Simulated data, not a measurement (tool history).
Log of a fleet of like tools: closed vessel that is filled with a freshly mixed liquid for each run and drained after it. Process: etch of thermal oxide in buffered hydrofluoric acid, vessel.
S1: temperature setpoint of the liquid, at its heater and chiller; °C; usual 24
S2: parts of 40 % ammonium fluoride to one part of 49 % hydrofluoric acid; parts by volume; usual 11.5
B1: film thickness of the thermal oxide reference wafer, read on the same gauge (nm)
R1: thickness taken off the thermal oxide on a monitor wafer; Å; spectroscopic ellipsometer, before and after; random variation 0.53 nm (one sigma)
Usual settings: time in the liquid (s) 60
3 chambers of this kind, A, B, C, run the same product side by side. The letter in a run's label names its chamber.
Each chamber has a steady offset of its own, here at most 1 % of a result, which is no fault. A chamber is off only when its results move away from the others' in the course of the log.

Run 1A, hour 4.4: usual settings; B1 30.019. Result: R1 607.9 Å.
Run 2B, hour 7.6: usual settings; B1 29.978. Result: R1 603.09 Å.
Run 3C, hour 11.8: usual settings; B1 30. Result: R1 619.71 Å.
Run 4B, hour 15.4: usual settings; B1 30. Result: R1 608.05 Å.
Run 5A, hour 18.6: usual settings; B1 29.986. Result: R1 608.53 Å.
Run 6C, hour 22.1: usual settings; B1 30.011. Result: R1 610.79 Å.
Run 7B, hour 24.2: usual settings; B1 29.989. Result: R1 600.48 Å.
Run 8C, hour 27: usual settings; B1 30.011. Result: R1 603.33 Å.
Run 9A, hour 30: usual settings; B1 29.99. Result: R1 599.28 Å.
Run 10C, hour 33.5: usual settings; B1 30.002. Result: R1 604.22 Å.
Run 11B, hour 36: usual settings; B1 29.997. Result: R1 599.35 Å.
Run 12A, hour 38.2: usual settings; B1 30.017. Result: R1 600.26 Å.
Run 13C, hour 41.6: usual settings; B1 30.019. Result: R1 596.41 Å.
Run 14B, hour 45.2: usual settings but time in the liquid (s) 40; B1 30.002. Result: R1 405.29 Å.
Run 15A, hour 49.1: usual settings but time in the liquid (s) 40; B1 29.992. Result: R1 403.84 Å.
Run 16B, hour 52.5: usual settings but time in the liquid (s) 40; B1 30.016. Result: R1 397.94 Å.
Run 17C, hour 56.3: usual settings; B1 29.977. Result: R1 598.3 Å.
Run 18A, hour 59: usual settings; B1 29.995. Result: R1 600.1 Å.
Run 19B, hour 63: usual settings; B1 29.999. Result: R1 595.45 Å.
Run 20C, hour 67.5: usual settings; B1 29.996. Result: R1 583.25 Å.
Run 21A, hour 71.9: usual settings; B1 30.006. Result: R1 600.45 Å.
Run 22C, hour 74.6: usual settings; B1 29.988. Result: R1 570.39 Å.
Run 23A, hour 76.6: usual settings; B1 30.005. Result: R1 605.53 Å.
Run 24B, hour 78.7: usual settings; B1 29.99. Result: R1 604.05 Å.
Run 25B, hour 81: usual settings; B1 29.963. Result: R1 597.76 Å.
Run 26C, hour 83.3: usual settings; B1 29.995. Result: R1 578.64 Å.
Run 27A, hour 86.6: usual settings; B1 29.988. Result: R1 610.63 Å.
Run 28B, hour 89.5: usual settings; B1 30.029. Result: R1 592.93 Å.
Run 29A, hour 94.1: usual settings; B1 29.988. Result: R1 611.12 Å.
Run 30C, hour 98.8: usual settings; B1 29.986. Result: R1 565.11 Å.
Run 31A, hour 102.6: usual settings; B1 30.005. Result: R1 611.91 Å.
Run 32C, hour 106.8: usual settings but S1 25.5 °C, S2 7.5 parts by volume; B1 29.996. Result: R1 893.39 Å.
Run 33B, hour 111.2: usual settings but S1 25.5 °C, S2 7.5 parts by volume; B1 29.989. Result: R1 968.26 Å.
Run 34A, hour 113.8: usual settings but S1 25.5 °C, S2 7.5 parts by volume; B1 29.988. Result: R1 980.53 Å.
Run 35C, hour 116.6: usual settings but S2 8.5 parts by volume, time in the liquid (s) 45; B1 30. Result: R1 547.68 Å.
Run 36B, hour 119.1: usual settings but S2 8.5 parts by volume, time in the liquid (s) 45; B1 29.982. Result: R1 584.35 Å.
Run 37B, hour 122.4: usual settings but S2 8.5 parts by volume, time in the liquid (s) 45; B1 30.008. Result: R1 590.83 Å.
Run 38C, hour 125: usual settings but time in the liquid (s) 85; B1 30.016. Result: R1 765.65 Å.

Next, every chamber runs the same settings. What will each give?
Run 39A, hour 128.4: usual settings. Result: R1 ?.
Run 39B, hour 128.4: usual settings. Result: R1 ?.
Run 39C, hour 128.4: usual settings. Result: R1 ?.

run      R1
39A  602.44
39B  602.56
39C  541.91

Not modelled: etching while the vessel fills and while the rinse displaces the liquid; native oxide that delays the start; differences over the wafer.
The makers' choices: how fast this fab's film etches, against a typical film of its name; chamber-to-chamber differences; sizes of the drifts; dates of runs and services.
